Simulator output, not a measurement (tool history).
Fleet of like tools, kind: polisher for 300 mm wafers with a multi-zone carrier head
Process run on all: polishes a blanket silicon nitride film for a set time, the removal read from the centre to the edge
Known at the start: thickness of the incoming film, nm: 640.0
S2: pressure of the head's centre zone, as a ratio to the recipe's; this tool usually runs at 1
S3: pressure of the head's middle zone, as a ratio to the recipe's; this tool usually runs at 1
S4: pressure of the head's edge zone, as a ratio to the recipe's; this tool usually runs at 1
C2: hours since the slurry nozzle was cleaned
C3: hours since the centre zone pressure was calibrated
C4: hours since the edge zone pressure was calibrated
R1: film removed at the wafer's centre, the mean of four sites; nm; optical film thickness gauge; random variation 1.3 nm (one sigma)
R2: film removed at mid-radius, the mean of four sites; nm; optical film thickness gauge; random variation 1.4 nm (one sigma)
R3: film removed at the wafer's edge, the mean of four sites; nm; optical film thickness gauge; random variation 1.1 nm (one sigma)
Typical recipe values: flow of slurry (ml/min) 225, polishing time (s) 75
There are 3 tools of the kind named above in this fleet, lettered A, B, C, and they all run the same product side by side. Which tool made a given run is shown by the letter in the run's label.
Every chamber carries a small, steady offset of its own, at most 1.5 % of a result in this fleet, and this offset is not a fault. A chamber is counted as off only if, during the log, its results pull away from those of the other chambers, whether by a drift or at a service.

{"hour": 1.0, "done": "chamber A: worn pad replaced by a new one"}
{"run": "1C", "hour": 4.3, "flow of slurry (ml/min)": 225, "S2": 1, "S3": 1, "S4": 1, "polishing time (s)": 75, "wafers polished on this pad": 401, "C2": 302.2, "C3": 630.2, "C4": 1129.9, "R1": 131.42, "R2": 133.08, "R3": 132.49}
{"run": "2A", "hour": 8.1, "flow of slurry (ml/min)": 225, "S2": 1, "S3": 1, "S4": 1, "polishing time (s)": 75, "wafers polished on this pad": 94, "C2": 120.6, "C3": 39.2, "C4": 1225.1, "R1": 132.92, "R2": 133.93, "R3": 135.84}
{"hour": 10.4, "done": "chamber B: slurry nozzle cleaned"}
{"hour": 10.4, "done": "chamber A: edge zone pressure recalibrated"}
{"hour": 10.5, "done": "chamber B: worn pad replaced by a new one"}
{"run": "3B", "hour": 14.3, "flow of slurry (ml/min)": 225, "S2": 1, "S3": 1, "S4": 1, "polishing time (s)": 75, "wafers polished on this pad": 50, "C2": 3.9, "C3": 576.2, "C4": 1138.9, "R1": 133.39, "R2": 136.15, "R3": 133.68}
{"run": "4A", "hour": 20.8, "flow of slurry (ml/min)": 225, "S2": 1, "S3": 1, "S4": 1, "polishing time (s)": 75, "wafers polished on this pad": 261, "C2": 133.3, "C3": 51.9, "C4": 10.5, "R1": 135.6, "R2": 132.88, "R3": 136.22}
{"run": "5C", "hour": 24.2, "flow of slurry (ml/min)": 225, "S2": 1.08, "S3": 1, "S4": 1, "polishing time (s)": 75, "wafers polished on this pad": 663, "C2": 322.1, "C3": 650.1, "C4": 1149.8, "R1": 141.89, "R2": 132.8, "R3": 133.11}
{"run": "6B", "hour": 27.8, "flow of slurry (ml/min)": 225, "S2": 1.08, "S3": 1, "S4": 1, "polishing time (s)": 75, "wafers polished on this pad": 228, "C2": 17.4, "C3": 589.7, "C4": 1152.4, "R1": 148.56, "R2": 134.69, "R3": 133.33}
{"run": "7A", "hour": 32.3, "flow of slurry (ml/min)": 225, "S2": 1.08, "S3": 1, "S4": 1, "polishing time (s)": 75, "wafers polished on this pad": 412, "C2": 144.8, "C3": 63.4, "C4": 22, "R1": 145.19, "R2": 133.47, "R3": 133.37}
{"run": "8B", "hour": 36.8, "flow of slurry (ml/min)": 225, "S2": 1, "S3": 1, "S4": 1, "polishing time (s)": 75, "wafers polished on this pad": 346, "C2": 26.4, "C3": 598.7, "C4": 1161.4, "R1": 133.63, "R2": 136.74, "R3": 132.92}
{"run": "9C", "hour": 41.2, "flow of slurry (ml/min)": 225, "S2": 1, "S3": 1, "S4": 1, "polishing time (s)": 75, "wafers polished on this pad": 886, "C2": 339.1, "C3": 667.1, "C4": 1166.8, "R1": 130.38, "R2": 129.71, "R3": 130.26}
{"hour": 41.3, "done": "chamber A: worn pad replaced by a new one"}
{"run": "10A", "hour": 45.5, "flow of slurry (ml/min)": 225, "S2": 1, "S3": 1, "S4": 1, "polishing time (s)": 75, "wafers polished on this pad": 55, "C2": 158, "C3": 76.6, "C4": 35.2, "R1": 133.22, "R2": 133.71, "R3": 133.95}
{"run": "11B", "hour": 50.6, "flow of slurry (ml/min)": 225, "S2": 1, "S3": 1, "S4": 1, "polishing time (s)": 75, "wafers polished on this pad": 528, "C2": 40.2, "C3": 612.5, "C4": 1175.2, "R1": 136.94, "R2": 133.89, "R3": 133.21}
{"run": "12C", "hour": 54.4, "flow of slurry (ml/min)": 225, "S2": 1, "S3": 1, "S4": 1, "polishing time (s)": 75, "wafers polished on this pad": 1060, "C2": 352.3, "C3": 680.3, "C4": 1180, "R1": 128.5, "R2": 127.92, "R3": 129.76}
{"run": "13B", "hour": 58.3, "flow of slurry (ml/min)": 225, "S2": 1, "S3": 1, "S4": 1, "polishing time (s)": 75, "wafers polished on this pad": 629, "C2": 47.9, "C3": 620.2, "C4": 1182.9, "R1": 134.66, "R2": 133.67, "R3": 133.79}
{"hour": 60.5, "done": "chamber B: edge zone pressure recalibrated"}
{"hour": 61.6, "done": "chamber C: centre zone pressure recalibrated"}
{"run": "14C", "hour": 62.7, "flow of slurry (ml/min)": 225, "S2": 1, "S3": 1, "S4": 1, "polishing time (s)": 75, "wafers polished on this pad": 1169, "C2": 360.6, "C3": 1.2, "C4": 1188.3, "R1": 130.02, "R2": 129.02, "R3": 128.28}
{"run": "15A", "hour": 65.8, "flow of slurry (ml/min)": 225, "S2": 1, "S3": 1, "S4": 1, "polishing time (s)": 75, "wafers polished on this pad": 322, "C2": 178.3, "C3": 96.9, "C4": 55.5, "R1": 135.17, "R2": 133.3, "R3": 133.91}
{"run": "16C", "hour": 71.2, "flow of slurry (ml/min)": 275, "S2": 1, "S3": 1, "S4": 1, "polishing time (s)": 75, "wafers polished on this pad": 1281, "C2": 369.1, "C3": 9.7, "C4": 1196.8, "R1": 131.87, "R2": 132.22, "R3": 129.27}
{"run": "17A", "hour": 74.8, "flow of slurry (ml/min)": 275, "S2": 1, "S3": 1, "S4": 1, "polishing time (s)": 75, "wafers polished on this pad": 441, "C2": 187.3, "C3": 105.9, "C4": 64.5, "R1": 137.27, "R2": 136.91, "R3": 138.42}
{"run": "18B", "hour": 78.0, "flow of slurry (ml/min)": 275, "S2": 1, "S3": 1, "S4": 1, "polishing time (s)": 75, "wafers polished on this pad": 888, "C2": 67.6, "C3": 639.9, "C4": 17.5, "R1": 140.25, "R2": 136.92, "R3": 136.96}
{"hour": 78.7, "done": "chamber A: worn pad replaced by a new one"}
{"hour": 79.4, "done": "chamber B: worn pad replaced by a new one"}
{"run": "19B", "hour": 83.1, "flow of slurry (ml/min)": 225, "S2": 1, "S3": 1, "S4": 1, "polishing time (s)": 75, "wafers polished on this pad": 49, "C2": 72.7, "C3": 645, "C4": 22.6, "R1": 135.33, "R2": 136.39, "R3": 133.18}
{"run": "20C", "hour": 86.7, "flow of slurry (ml/min)": 225, "S2": 1, "S3": 1, "S4": 1, "polishing time (s)": 75, "wafers polished on this pad": 1484, "C2": 384.6, "C3": 25.2, "C4": 1212.3, "R1": 126.46, "R2": 127.91, "R3": 126.34}
{"run": "21A", "hour": 90.6, "flow of slurry (ml/min)": 225, "S2": 1, "S3": 1, "S4": 1, "polishing time (s)": 75, "wafers polished on this pad": 157, "C2": 203.1, "C3": 121.7, "C4": 80.3, "R1": 132.58, "R2": 132.18, "R3": 134.48}
{"run": "22B", "hour": 95.5, "flow of slurry (ml/min)": 225, "S2": 1, "S3": 1, "S4": 1, "polishing time (s)": 75, "wafers polished on this pad": 212, "C2": 85.1, "C3": 657.4, "C4": 35, "R1": 134.54, "R2": 137.52, "R3": 135.4}
{"hour": 95.6, "done": "chamber C: slurry nozzle cleaned"}
{"run": "23A", "hour": 101.9, "flow of slurry (ml/min)": 225, "S2": 1, "S3": 1, "S4": 1, "polishing time (s)": 75, "wafers polished on this pad": 305, "C2": 214.4, "C3": 133, "C4": 91.6, "R1": 135.21, "R2": 133.49, "R3": 135.93}
{"run": "24C", "hour": 106.8, "flow of slurry (ml/min)": 225, "S2": 1, "S3": 1, "S4": 0.91, "polishing time (s)": 75, "wafers polished on this pad": 1749, "C2": 11.3, "C3": 45.3, "C4": 1232.4, "R1": 127.27, "R2": 124.79, "R3": 118.58}
{"run": "25A", "hour": 111.9, "flow of slurry (ml/min)": 225, "S2": 1, "S3": 1, "S4": 0.91, "polishing time (s)": 75, "wafers polished on this pad": 437, "C2": 224.4, "C3": 143, "C4": 101.6, "R1": 133.97, "R2": 135.55, "R3": 128.59}
{"hour": 113.1, "done": "chamber A: worn pad replaced by a new one"}
{"run": "26B", "hour": 117.7, "flow of slurry (ml/min)": 225, "S2": 1, "S3": 1, "S4": 0.91, "polishing time (s)": 75, "wafers polished on this pad": 504, "C2": 107.3, "C3": 679.6, "C4": 57.2, "R1": 132.63, "R2": 132.94, "R3": 126.71}
{"run": "27C", "hour": 121.3, "flow of slurry (ml/min)": 225, "S2": 1, "S3": 1, "S4": 1, "polishing time (s)": 75, "wafers polished on this pad": 1939, "C2": 25.8, "C3": 59.8, "C4": 1246.9, "R1": 123.88, "R2": 121.85, "R3": 122.73}
{"run": "28A", "hour": 124.3, "flow of slurry (ml/min)": 225, "S2": 1, "S3": 1, "S4": 1, "polishing time (s)": 75, "wafers polished on this pad": 147, "C2": 236.8, "C3": 155.4, "C4": 114, "R1": 134.91, "R2": 134.2, "R3": 135.11}
{"run": "29C", "hour": 131.1, "flow of slurry (ml/min)": 225, "S2": 1, "S3": 1, "S4": 1, "polishing time (s)": 75, "wafers polished on this pad": 2068, "C2": 35.6, "C3": 69.6, "C4": 1256.7, "R1": 123.58, "R2": 120.74, "R3": 121.58}
{"run": "30B", "hour": 135.1, "flow of slurry (ml/min)": 225, "S2": 1, "S3": 1, "S4": 1, "polishing time (s)": 75, "wafers polished on this pad": 733, "C2": 124.7, "C3": 697, "C4": 74.6, "R1": 138.06, "R2": 133, "R3": 132.82}
{"run": "31C", "hour": 139.8, "flow of slurry (ml/min)": 225, "S2": 1, "S3": 1, "S4": 1, "polishing time (s)": 75, "wafers polished on this pad": 2183, "C2": 44.3, "C3": 78.3, "C4": 1265.4, "R1": 119.65, "R2": 120.98, "R3": 121.8}
{"run": "32A", "hour": 143.5, "flow of slurry (ml/min)": 225, "S2": 1, "S3": 1, "S4": 1, "polishing time (s)": 75, "wafers polished on this pad": 400, "C2": 256, "C3": 174.6, "C4": 133.2, "R1": 134.62, "R2": 134.37, "R3": 133.56}
{"hour": 147.5, "done": "chamber B: centre zone pressure recalibrated"}
{"run": "33B", "hour": 149.5, "flow of slurry (ml/min)": 260, "S2": 1, "S3": 0.96, "S4": 1, "polishing time (s)": 75, "wafers polished on this pad": 922, "C2": 139.1, "C3": 2.1, "C4": 89, "R1": 136.29, "R2": 132.01, "R3": 136.69}
{"run": "34C", "hour": 153.0, "flow of slurry (ml/min)": 260, "S2": 1, "S3": 0.96, "S4": 1, "polishing time (s)": 75, "wafers polished on this pad": 2356, "C2": 57.5, "C3": 91.5, "C4": 1278.6, "R1": 120.31, "R2": 118.41, "R3": 121.02}

All 3 chambers run these settings next. Forecast each chamber's results:
{"run": "35A", "hour": 158.1, "flow of slurry (ml/min)": 225, "S2": 1, "S3": 1, "S4": 1, "polishing time (s)": 57, "R1": "?", "R2": "?", "R3": "?"}
{"run": "35B", "hour": 158.1, "flow of slurry (ml/min)": 225, "S2": 1, "S3": 1, "S4": 1, "polishing time (s)": 57, "R1": "?", "R2": "?", "R3": "?"}
{"run": "35C", "hour": 158.1, "flow of slurry (ml/min)": 225, "S2": 1, "S3": 1, "S4": 1, "polishing time (s)": 57, "R1": "?", "R2": "?", "R3": "?"}

run=35A R1=101.32 R2=100.8 R3=101.26
run=35B R1=104.72 R2=102.69 R3=101.63
run=35C R1=89.086 R2=91.632 R3=90.621

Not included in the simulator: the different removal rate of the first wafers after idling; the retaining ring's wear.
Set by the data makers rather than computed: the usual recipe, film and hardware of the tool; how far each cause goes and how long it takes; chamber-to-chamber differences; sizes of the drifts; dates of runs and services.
